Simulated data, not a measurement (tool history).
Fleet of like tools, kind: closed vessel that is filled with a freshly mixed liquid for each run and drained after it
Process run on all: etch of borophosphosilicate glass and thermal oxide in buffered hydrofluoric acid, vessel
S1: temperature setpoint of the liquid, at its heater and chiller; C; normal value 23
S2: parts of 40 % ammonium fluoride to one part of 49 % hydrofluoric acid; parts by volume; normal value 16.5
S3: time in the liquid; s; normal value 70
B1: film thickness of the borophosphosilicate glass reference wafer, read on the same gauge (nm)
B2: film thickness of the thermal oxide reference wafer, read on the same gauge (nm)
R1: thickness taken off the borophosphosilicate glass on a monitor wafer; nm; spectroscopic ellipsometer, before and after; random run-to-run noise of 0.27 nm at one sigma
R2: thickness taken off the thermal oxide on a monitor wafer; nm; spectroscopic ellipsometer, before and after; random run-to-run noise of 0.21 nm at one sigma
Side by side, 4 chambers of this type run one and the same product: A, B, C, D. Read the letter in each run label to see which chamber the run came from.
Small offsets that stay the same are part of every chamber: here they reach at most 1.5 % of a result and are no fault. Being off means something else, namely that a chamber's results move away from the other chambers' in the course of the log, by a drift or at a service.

run 1C hour=4.6 | S1=23 S2=16.5 S3=70 | B1=150.01 B2=90.037 | R1=50.324 R2=43.969
run 2B hour=9.1 | S1=23 S2=16.5 S3=70 | B1=150.01 B2=89.983 | R1=50.909 R2=45.126
run 3D hour=13.5 | S1=23 S2=16.5 S3=70 | B1=149.98 B2=89.984 | R1=50.564 R2=44.968
run 4A hour=16.7 | S1=23 S2=16.5 S3=70 | B1=150.03 B2=90.014 | R1=50.384 R2=44.25
run 5C hour=19.1 | S1=23 S2=16.5 S3=70 | B1=149.99 B2=89.983 | R1=50.17 R2=44.314
run 6B hour=24.3 | S1=23 S2=16.5 S3=70 | B1=149.96 B2=90.053 | R1=50.518 R2=45.688
run 7D hour=29.7 | S1=23 S2=16.5 S3=70 | B1=149.97 B2=90.065 | R1=50.367 R2=44.925
run 8A hour=34.2 | S1=23 S2=16.5 S3=70 | B1=150 B2=89.949 | R1=50.224 R2=44.26
run 9A hour=38.9 | S1=23 S2=11 S3=95 | B1=150.03 B2=89.977 | R1=100.92 R2=89.75
run 10C hour=41.4 | S1=23 S2=11 S3=95 | B1=150 B2=90.012 | R1=102.91 R2=90.529
run 11D hour=44.6 | S1=23 S2=11 S3=95 | B1=150 B2=89.921 | R1=101.67 R2=91.502
run 12B hour=48.4 | S1=23 S2=11 S3=95 | B1=149.99 B2=90.01 | R1=101.25 R2=90.943
run 13B hour=51.5 | S1=23 S2=16.5 S3=70 | B1=149.99 B2=90.024 | R1=50.48 R2=45.608
run 14D hour=54.8 | S1=23 S2=16.5 S3=70 | B1=149.98 B2=89.919 | R1=50.48 R2=44.832
run 15A hour=58.5 | S1=23 S2=16.5 S3=70 | B1=150.02 B2=90.007 | R1=50.726 R2=44.764
run 16C hour=62 | S1=23 S2=16.5 S3=70 | B1=150 B2=89.992 | R1=50.925 R2=44.348
run 17D hour=64.4 | S1=23 S2=16.5 S3=70 | B1=149.99 B2=90.023 | R1=50.611 R2=45.199
run 18B hour=67.7 | S1=23 S2=16.5 S3=70 | B1=149.99 B2=89.996 | R1=51.327 R2=45.406
run 19C hour=71.1 | S1=23 S2=16.5 S3=70 | B1=150.02 B2=90.016 | R1=50.348 R2=44.268
run 20A hour=74.1 | S1=25.5 S2=16.5 S3=95 | B1=149.97 B2=90.018 | R1=78.436 R2=68.361
run 21D hour=78 | S1=25.5 S2=16.5 S3=95 | B1=150 B2=89.996 | R1=77.495 R2=70.062
run 22A hour=82.2 | S1=25.5 S2=16.5 S3=95 | B1=150.01 B2=90.025 | R1=78.266 R2=68.97
run 23C hour=84.9 | S1=25.5 S2=16.5 S3=95 | B1=149.99 B2=89.958 | R1=78.866 R2=69.119
run 24B hour=87.7 | S1=23 S2=16.5 S3=70 | B1=150 B2=90.003 | R1=50.328 R2=45.287
run 25D hour=91.8 | S1=23 S2=16.5 S3=70 | B1=149.99 B2=89.98 | R1=50.402 R2=44.795
run 26B hour=95.4 | S1=23 S2=16.5 S3=70 | B1=150.01 B2=89.968 | R1=50.806 R2=45.37
run 27A hour=99.4 | S1=23 S2=16.5 S3=70 | B1=150.02 B2=90.001 | R1=50.2 R2=44.083
run 28C hour=103.7 | S1=18.5 S2=16.5 S3=105 | B1=150.03 B2=89.983 | R1=59.471 R2=51.298
run 29D hour=106.6 | S1=18.5 S2=16.5 S3=105 | B1=150.01 B2=89.976 | R1=59.164 R2=52.72
-- hour=108.4 chamber D: hydrofluoric acid flow meter replaced
run 30A hour=110.2 | S1=18.5 S2=16.5 S3=105 | B1=150 B2=90.078 | R1=58.548 R2=51.346
run 31B hour=112.6 | S1=18.5 S2=16.5 S3=105 | B1=149.98 B2=89.997 | R1=58.196 R2=52.597
run 32C hour=116.1 | S1=23 S2=16.5 S3=70 | B1=150 B2=90.027 | R1=50.259 R2=44.12
run 33A hour=120.3 | S1=23 S2=16.5 S3=70 | B1=150.02 B2=90.046 | R1=50.703 R2=43.965
run 34B hour=125.6 | S1=23 S2=16.5 S3=70 | B1=150 B2=90.017 | R1=50.556 R2=45.502
run 35C hour=130.3 | S1=23 S2=16.5 S3=70 | B1=150 B2=90.013 | R1=49.868 R2=44.73
run 36D hour=135.4 | S1=23 S2=16.5 S3=70 | B1=149.97 B2=90.031 | R1=50.865 R2=44.888
run 37C hour=138.8 | S1=23 S2=16.5 S3=70 | B1=150.01 B2=90.013 | R1=50.365 R2=44.154
run 38A hour=142.3 | S1=23 S2=16.5 S3=70 | B1=150.01 B2=90.058 | R1=50.092 R2=44.156
run 39D hour=147.2 | S1=23 S2=16.5 S3=70 | B1=149.97 B2=90.038 | R1=50.719 R2=44.676
run 40B hour=150.6 | S1=23 S2=16.5 S3=70 | B1=150 B2=90.058 | R1=50.818 R2=45.283
run 41C hour=153.3 | S1=23 S2=16.5 S3=70 | B1=150 B2=89.964 | R1=50.368 R2=44.176
run 42A hour=157.8 | S1=23 S2=16.5 S3=70 | B1=150.02 B2=89.989 | R1=50.248 R2=44.27
run 43D hour=162.1 | S1=23 S2=16.5 S3=70 | B1=149.99 B2=90.002 | R1=50.221 R2=44.774

Is one chamber out of step, is the gauge drifting, or do the chambers differ by no more than their own small offsets? For an off chamber, give its letter and the likeliest cause.

Nothing is wrong: each chamber keeps only its own small, steady offset and the gauge holds still.
